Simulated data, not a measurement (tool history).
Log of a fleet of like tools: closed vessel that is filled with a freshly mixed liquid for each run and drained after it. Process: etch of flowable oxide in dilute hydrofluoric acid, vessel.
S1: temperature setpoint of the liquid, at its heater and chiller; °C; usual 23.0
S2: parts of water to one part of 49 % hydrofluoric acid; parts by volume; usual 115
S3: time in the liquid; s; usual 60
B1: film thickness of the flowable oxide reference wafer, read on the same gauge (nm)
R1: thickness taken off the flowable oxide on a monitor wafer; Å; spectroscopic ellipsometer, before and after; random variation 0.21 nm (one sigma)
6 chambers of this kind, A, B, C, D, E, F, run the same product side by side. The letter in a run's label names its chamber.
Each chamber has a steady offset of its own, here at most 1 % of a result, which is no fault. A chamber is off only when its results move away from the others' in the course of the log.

| run | day | S1 | S2 | S3 | B1 | R1 |
|---|---|---|---|---|---|---|
| 1B | 0.525 | 23.0 | 115 | 60 | 149.98 | 306.21 |
| 2A | 1.029 | 23.0 | 115 | 60 | 149.98 | 309.42 |
| 3C | 1.525 | 23.0 | 115 | 60 | 149.99 | 307.66 |
| 4F | 1.879 | 23.0 | 115 | 60 | 149.99 | 304.50 |
| 5D | 2.146 | 21.0 | 95 | 60 | 149.97 | 353.01 |
| 6E | 2.588 | 21.0 | 95 | 60 | 150.00 | 349.02 |
| 7F | 3.108 | 21.0 | 95 | 60 | 150.01 | 345.71 |
| 8C | 3.617 | 21.0 | 95 | 60 | 149.98 | 353.01 |
| 9B | 4.200 | 21.0 | 95 | 60 | 149.99 | 355.66 |
| 10A | 4.596 | 21.0 | 95 | 60 | 150.01 | 352.16 |
| 11E | 4.904 | 25.5 | 115 | 60 | 150.02 | 342.66 |
| 12D | 5.508 | 25.5 | 115 | 60 | 150.01 | 343.63 |
| 13B | 5.854 | 25.5 | 115 | 60 | 150.01 | 339.97 |
| 14F | 6.179 | 25.5 | 115 | 60 | 149.99 | 340.51 |
| 15A | 6.633 | 25.5 | 115 | 60 | 150.01 | 338.34 |
| 16E | 7.162 | 25.5 | 115 | 60 | 150.01 | 342.38 |
| 17C | 7.438 | 23.0 | 115 | 60 | 149.99 | 307.14 |
|  | 7.471 | chamber A: hydrofluoric acid flow meter replaced |
| 18D | 8.000 | 23.0 | 115 | 60 | 149.99 | 307.83 |
| 19C | 8.504 | 23.0 | 115 | 60 | 150.01 | 307.61 |
| 20F | 8.912 | 23.0 | 115 | 60 | 150.01 | 304.66 |
| 21A | 9.262 | 23.0 | 115 | 60 | 149.99 | 311.72 |
| 22D | 9.667 | 18.0 | 90 | 60 | 150.01 | 329.58 |
| 23E | 10.246 | 18.0 | 90 | 60 | 149.99 | 337.74 |
| 24B | 10.538 | 18.0 | 90 | 60 | 149.99 | 328.27 |
|  | 10.833 | chamber F: hydrofluoric acid flow meter replaced |
| 25E | 11.129 | 18.0 | 90 | 60 | 149.97 | 339.42 |
| 26A | 11.592 | 18.0 | 90 | 60 | 149.99 | 330.75 |
| 27C | 12.183 | 18.0 | 90 | 60 | 149.98 | 330.76 |
| 28D | 12.462 | 23.0 | 115 | 60 | 150.00 | 310.00 |
| 29B | 12.846 | 23.0 | 115 | 60 | 150.01 | 311.50 |
| 30F | 13.417 | 23.0 | 115 | 60 | 149.99 | 305.13 |
| 31A | 13.750 | 23.0 | 115 | 60 | 149.99 | 308.26 |
| 32C | 14.121 | 23.0 | 115 | 60 | 150.01 | 307.50 |
| 33F | 14.617 | 23.0 | 70 | 40 | 150.00 | 349.51 |
| 34E | 15.146 | 23.0 | 70 | 40 | 149.99 | 364.41 |
| 35D | 15.633 | 23.0 | 70 | 40 | 150.00 | 359.55 |
| 36B | 16.079 | 23.0 | 70 | 40 | 149.99 | 362.66 |
| 37C | 16.538 | 23.0 | 70 | 40 | 149.99 | 358.04 |
| 38D | 17.000 | 23.0 | 70 | 40 | 150.00 | 359.68 |
| 39B | 17.454 | 23.0 | 115 | 60 | 150.01 | 309.06 |
| 40E | 17.929 | 25.0 | 115 | 80 | 150.02 | 460.84 |
| 41A | 18.442 | 25.0 | 115 | 80 | 149.99 | 442.86 |
| 42F | 18.996 | 25.0 | 115 | 80 | 150.00 | 435.78 |
| 43A | 19.354 | 25.0 | 115 | 80 | 149.99 | 446.77 |
| 44F | 19.917 | 25.0 | 115 | 80 | 150.00 | 436.90 |

Is one chamber off against the others, does the gauge drift, or is nothing wrong? If a chamber is off, say which, and what the likeliest cause is.

Chamber E drifts away from the others.
Cause: liquid hotter than its thermometer reads (K) = 1.04.
The log may not tell that from: hydrofluoric acid flow above the setpoint (%).

Here are 4 candidates for chamber E's next run, each the usual settings with a change, their results left as question marks. Which one brings its results back in line with what the others give on the usual settings?
In line means no further than this from the other chambers' mean on the usual settings: R1 7.30 Å
| 45E-1 | 20.350 | 23.0 | 120 | 60 |  | ? |
| 45E-2 | 20.350 | 23.0 | 110 | 60 |  | ? |
| 45E-3 | 20.350 | 21.0 | 115 | 60 |  | ? |
| 45E-4 | 20.350 | 23.0 | 115 | 65 |  | ? |

The other chambers' mean on the usual settings: R1 307.65 Å
| run | R1 |
|---|---|
| 45E-1 | 306.22 |
| 45E-2 | 337.96 |
| 45E-3 | 296.83 |
| 45E-4 | 348.17 |
45E-1 brings the chamber back in line.
